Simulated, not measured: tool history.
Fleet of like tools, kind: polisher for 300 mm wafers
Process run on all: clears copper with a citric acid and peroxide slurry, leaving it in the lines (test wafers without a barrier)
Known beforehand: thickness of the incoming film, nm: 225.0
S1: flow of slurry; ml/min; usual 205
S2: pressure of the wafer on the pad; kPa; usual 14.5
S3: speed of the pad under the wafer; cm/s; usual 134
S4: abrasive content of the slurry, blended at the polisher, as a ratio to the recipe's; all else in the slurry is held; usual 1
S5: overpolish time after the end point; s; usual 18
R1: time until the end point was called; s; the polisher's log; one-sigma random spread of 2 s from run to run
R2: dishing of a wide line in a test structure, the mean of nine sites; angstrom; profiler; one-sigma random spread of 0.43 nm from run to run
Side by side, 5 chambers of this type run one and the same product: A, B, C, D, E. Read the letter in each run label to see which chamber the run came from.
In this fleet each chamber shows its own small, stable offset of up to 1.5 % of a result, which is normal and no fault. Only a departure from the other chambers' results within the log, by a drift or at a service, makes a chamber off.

| run | hour | S1 | S2 | S3 | S4 | S5 | R1 | R2 |
|---|---|---|---|---|---|---|---|---|
| 1B | 5.7 | 205 | 14.5 | 134 | 1 | 18 | 107.35 | 272.42 |
| 2D | 14.1 | 205 | 14.5 | 134 | 1 | 18 | 109.49 | 271.82 |
| 3C | 24.6 | 205 | 14.5 | 134 | 1 | 18 | 104.64 | 267.28 |
|  | 30.3 | chamber C: slurry blender recalibrated |
|  | 33.8 | chamber D: worn pad replaced by a new one |
| 4A | 35.5 | 205 | 14.5 | 134 | 1 | 18 | 109.72 | 269.07 |
|  | 42.6 | chamber A: worn pad replaced by a new one |
| 5E | 43 | 205 | 14.5 | 134 | 1 | 18 | 106.28 | 266.32 |
| 6E | 49.3 | 255 | 14.5 | 116 | 1 | 18 | 121.88 | 240.06 |
| 7A | 56.2 | 255 | 14.5 | 116 | 1 | 18 | 120.48 | 247.21 |
|  | 59.4 | chamber C: worn pad replaced by a new one |
| 8B | 61.2 | 255 | 14.5 | 116 | 1 | 18 | 119.14 | 248.05 |
| 9D | 66.9 | 255 | 14.5 | 116 | 1 | 18 | 119.86 | 240.02 |
| 10C | 77.1 | 255 | 14.5 | 116 | 1 | 18 | 121.47 | 244.45 |
| 11B | 84.3 | 205 | 14.5 | 134 | 1 | 18 | 108.72 | 271.82 |
|  | 88.1 | chamber E: worn pad replaced by a new one |
| 12A | 95.4 | 205 | 14.5 | 134 | 1 | 18 | 111.19 | 272.05 |
| 13D | 105.9 | 205 | 14.5 | 134 | 1 | 18 | 106.31 | 270.28 |
| 14C | 116.4 | 205 | 14.5 | 134 | 1 | 18 | 107.37 | 272.59 |
|  | 120.4 | chamber B: worn pad replaced by a new one |
| 15E | 123.1 | 205 | 14.5 | 134 | 1 | 18 | 108.24 | 266.27 |
|  | 131.5 | chamber D: slurry nozzle cleaned |
| 16E | 132.8 | 205 | 14.5 | 134 | 1 | 18 | 113.57 | 269.79 |
|  | 133.5 | chamber D: slurry blender recalibrated |
|  | 135.9 | chamber D: worn pad replaced by a new one |
| 17D | 141.2 | 205 | 14.5 | 134 | 1 | 18 | 107.68 | 279.9 |
| 18B | 151.6 | 205 | 14.5 | 134 | 1 | 18 | 107.09 | 279.78 |
| 19A | 158 | 205 | 14.5 | 134 | 1 | 18 | 110.73 | 267.88 |
| 20C | 166 | 205 | 14.5 | 134 | 1 | 11 | 109.1 | 173.88 |
| 21D | 172.5 | 205 | 14.5 | 134 | 1 | 11 | 106.28 | 170.41 |
| 22C | 180.5 | 205 | 14.5 | 134 | 1 | 11 | 108.54 | 170.65 |
|  | 181.2 | chamber A: worn pad replaced by a new one |
|  | 184.4 | chamber E: slurry blender recalibrated |
| 23A | 185.6 | 205 | 14.5 | 134 | 1 | 11 | 111.57 | 174.8 |
| 24B | 193.6 | 205 | 14.5 | 134 | 1 | 11 | 110.26 | 175.8 |
| 25E | 201.8 | 205 | 14.5 | 134 | 1 | 18 | 109.14 | 269.56 |
| 26A | 210.8 | 205 | 14.5 | 116 | 1 | 12 | 124.95 | 166.45 |
| 27E | 217.4 | 205 | 14.5 | 116 | 1 | 12 | 125.38 | 165.22 |
|  | 220.2 | chamber C: worn pad replaced by a new one |
|  | 225.6 | chamber E: worn pad replaced by a new one |
| 28B | 228.8 | 205 | 14.5 | 116 | 1 | 12 | 125.49 | 170.89 |
| 29C | 237.4 | 205 | 14.5 | 116 | 1 | 12 | 122.35 | 165.53 |
| 30D | 244.2 | 205 | 14.5 | 116 | 1 | 12 | 124.53 | 161.65 |
|  | 245.8 | chamber D: worn pad replaced by a new one |
|  | 250.7 | chamber B: worn pad replaced by a new one |
| 31B | 254.7 | 205 | 14.5 | 134 | 1 | 18 | 106.01 | 279.84 |
|  | 258.1 | chamber A: slurry blender recalibrated |
| 32E | 260.4 | 205 | 14.5 | 134 | 1 | 18 | 107.02 | 267.26 |
| 33D | 272.1 | 205 | 14.5 | 134 | 1 | 18 | 107.61 | 276 |
|  | 281 | chamber A: slurry nozzle cleaned |
| 34A | 281 | 205 | 14.5 | 134 | 0.9 | 28 | 110.26 | 397.67 |
| 35C | 287.2 | 205 | 14.5 | 134 | 0.9 | 28 | 108.85 | 393.14 |
|  | 293.7 | chamber B: slurry nozzle cleaned |
| 36C | 296 | 205 | 14.5 | 134 | 0.9 | 28 | 110.68 | 394.5 |
| 37A | 307.3 | 205 | 14.5 | 134 | 0.9 | 28 | 113.94 | 397.99 |
| 38B | 317.4 | 205 | 14.5 | 134 | 0.9 | 28 | 111.62 | 393.36 |
| 39D | 322.7 | 205 | 14.5 | 134 | 1 | 18 | 113.24 | 269.35 |
| 40E | 332 | 205 | 14.5 | 134 | 1 | 18 | 105.52 | 267.46 |

Decide between three cases: one chamber stands off from its peers, the gauge reading all wafers drifts, or nothing is wrong past each chamber's small offset. Where a chamber is off, say which and what most likely put it there.

No chamber is off and the gauge is stable; the differences are just each chamber's small, constant offset.

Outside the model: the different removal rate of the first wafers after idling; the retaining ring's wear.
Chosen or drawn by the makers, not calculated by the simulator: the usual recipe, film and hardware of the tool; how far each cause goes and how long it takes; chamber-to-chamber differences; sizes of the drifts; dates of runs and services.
